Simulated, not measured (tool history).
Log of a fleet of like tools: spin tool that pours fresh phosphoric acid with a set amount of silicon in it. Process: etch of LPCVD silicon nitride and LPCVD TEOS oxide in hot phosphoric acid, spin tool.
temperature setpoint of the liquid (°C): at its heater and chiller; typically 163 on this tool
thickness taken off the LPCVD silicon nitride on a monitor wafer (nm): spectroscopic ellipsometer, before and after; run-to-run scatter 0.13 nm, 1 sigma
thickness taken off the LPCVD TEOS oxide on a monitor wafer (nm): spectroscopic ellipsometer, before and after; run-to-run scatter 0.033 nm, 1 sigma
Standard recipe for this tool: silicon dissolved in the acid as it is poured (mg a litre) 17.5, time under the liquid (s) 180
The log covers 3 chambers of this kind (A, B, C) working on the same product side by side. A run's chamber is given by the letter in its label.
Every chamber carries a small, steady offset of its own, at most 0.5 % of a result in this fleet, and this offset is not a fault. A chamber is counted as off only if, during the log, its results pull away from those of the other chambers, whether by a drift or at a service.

run	day	temperature setpoint of the liquid (°C)	silicon dissolved in the acid as it is poured (mg a litre)	time under the liquid (s)	hours since the thermometer was replaced	hours since the dissolved silicon flow meter was replaced	hours since the heated supply line was repaired	read-back film thickness of the LPCVD silicon nitride reference wafer, read on the same gauge (nm)	read-back film thickness of the LPCVD TEOS oxide reference wafer, read on the same gauge (nm)	thickness taken off the LPCVD silicon nitride on a monitor wafer (nm)	thickness taken off the LPCVD TEOS oxide on a monitor wafer (nm)
1A	0.188	163	17.5	180	460.2	767.3	760.5	49.997	59.979	16.322	0.37505
2C	0.275	163	17.5	180	234.8	1482.1	1810.3	49.963	59.989	16.579	0.42684
3B	0.408	163	17.5	180	1231	701.8	865.9	50.016	60.012	16.637	0.3322
4C	0.579	163	17.5	180	242.1	1489.4	1817.6	49.973	59.975	16.74	0.37173
5A	0.746	163	17.5	180	473.6	780.7	773.9	50.007	59.996	16.495	0.38523
6B	0.917	163	17.5	180	1243.2	714	878.1	50.008	60.028	16.648	0.34116
7B	1.029	163	17.5	180	1245.9	716.7	880.8	50.009	59.953	16.787	0.34652
8C	1.125	163	17.5	180	255.2	1502.5	1830.7	50.026	59.997	16.581	0.33087
9A	1.212	163	17.5	180	484.8	791.9	785.1	50.023	59.981	16.508	0.36617
10A	1.346	163	17.5	180	488	795.1	788.3	50.009	59.988	16.496	0.36844
11B	1.438	163	17.5	180	1255.7	726.5	890.6	50.042	59.986	16.691	0.32997
12C	1.608	163	5	95	266.8	1514.1	1842.3	49.997	59.989	8.6702	0.26742
13A	1.704	163	5	95	496.6	803.7	796.9	49.992	59.994	8.7632	0.25446
14C	1.829	163	5	95	272.1	1519.4	1847.6	49.988	60.003	8.4909	0.24792
15B	2.004	163	17.5	180	1269.3	740.1	904.2	50.005	60.005	16.557	0.40565
16B	2.154	163	17.5	180	1272.9	743.7	907.8	49.991	59.978	16.505	0.39975
17C	2.288	163	17.5	180	283.1	1530.4	1858.6	49.968	59.998	15.63	0.31466
18A	2.471	163	17.5	180	515	822.1	815.3	50.002	59.99	16.275	0.37458
19A	2.579	163	17.5	180	517.6	824.7	817.9	49.989	60.011	16.526	0.43093
20B	2.675	163	17.5	180	1285.4	756.2	920.3	49.982	60.007	16.643	0.3715
21C	2.783	163	17.5	180	295	1542.3	1870.5	50.007	60.001	15.449	0.36312
22B	2.9	163	17.5	180	1290.8	761.6	925.7	49.954	60.013	16.698	0.36533
23A	3.088	163	17.5	180	529.8	836.9	830.1	50.014	60.002	16.533	0.36276
24C	3.175	163	17.5	180	304.4	1551.7	1879.9	50.013	60.027	15.243	0.29679
25C	3.317	163	17.5	180	307.8	1555.1	1883.3	50.003	59.984	15.052	0.28448

Is one chamber out of step, is the gauge drifting, or do the chambers differ by no more than their own small offsets? For an off chamber, give its letter and the likeliest cause.

One chamber, C, drifts off from the rest bit by bit.
Most likely cause: temperature lost on the way to the wafer (K) = 3.14.

Chamber C could run next with any of the 4 candidate recipes listed below; each alters the usual settings, and their results appear as question marks. Which one brings its results back in line with what the other chambers deliver on the usual settings?
In-line tolerance around the mean of the other chambers on the usual settings: thickness taken off the LPCVD silicon nitride on a monitor wafer (nm) 0.44; thickness taken off the LPCVD TEOS oxide on a monitor wafer (nm) 0.12
26C-1	3.454	163	20	170						?	?
26C-2	3.454	163	15	190						?	?
26C-3	3.454	163.5	13	195						?	?
26C-4	3.454	162.5	22	165						?	?

Other chambers, usual settings, mean: thickness taken off the LPCVD silicon nitride on a monitor wafer (nm) 16.584; thickness taken off the LPCVD TEOS oxide on a monitor wafer (nm) 0.37271
run	thickness taken off the LPCVD silicon nitride on a monitor wafer (nm)	thickness taken off the LPCVD TEOS oxide on a monitor wafer (nm)
26C-1	14.184	0.26901
26C-2	15.852	0.34361
26C-3	16.545	0.38424
26C-4	13.537	0.23721
26C-3 puts the chamber back in line with the other chambers.
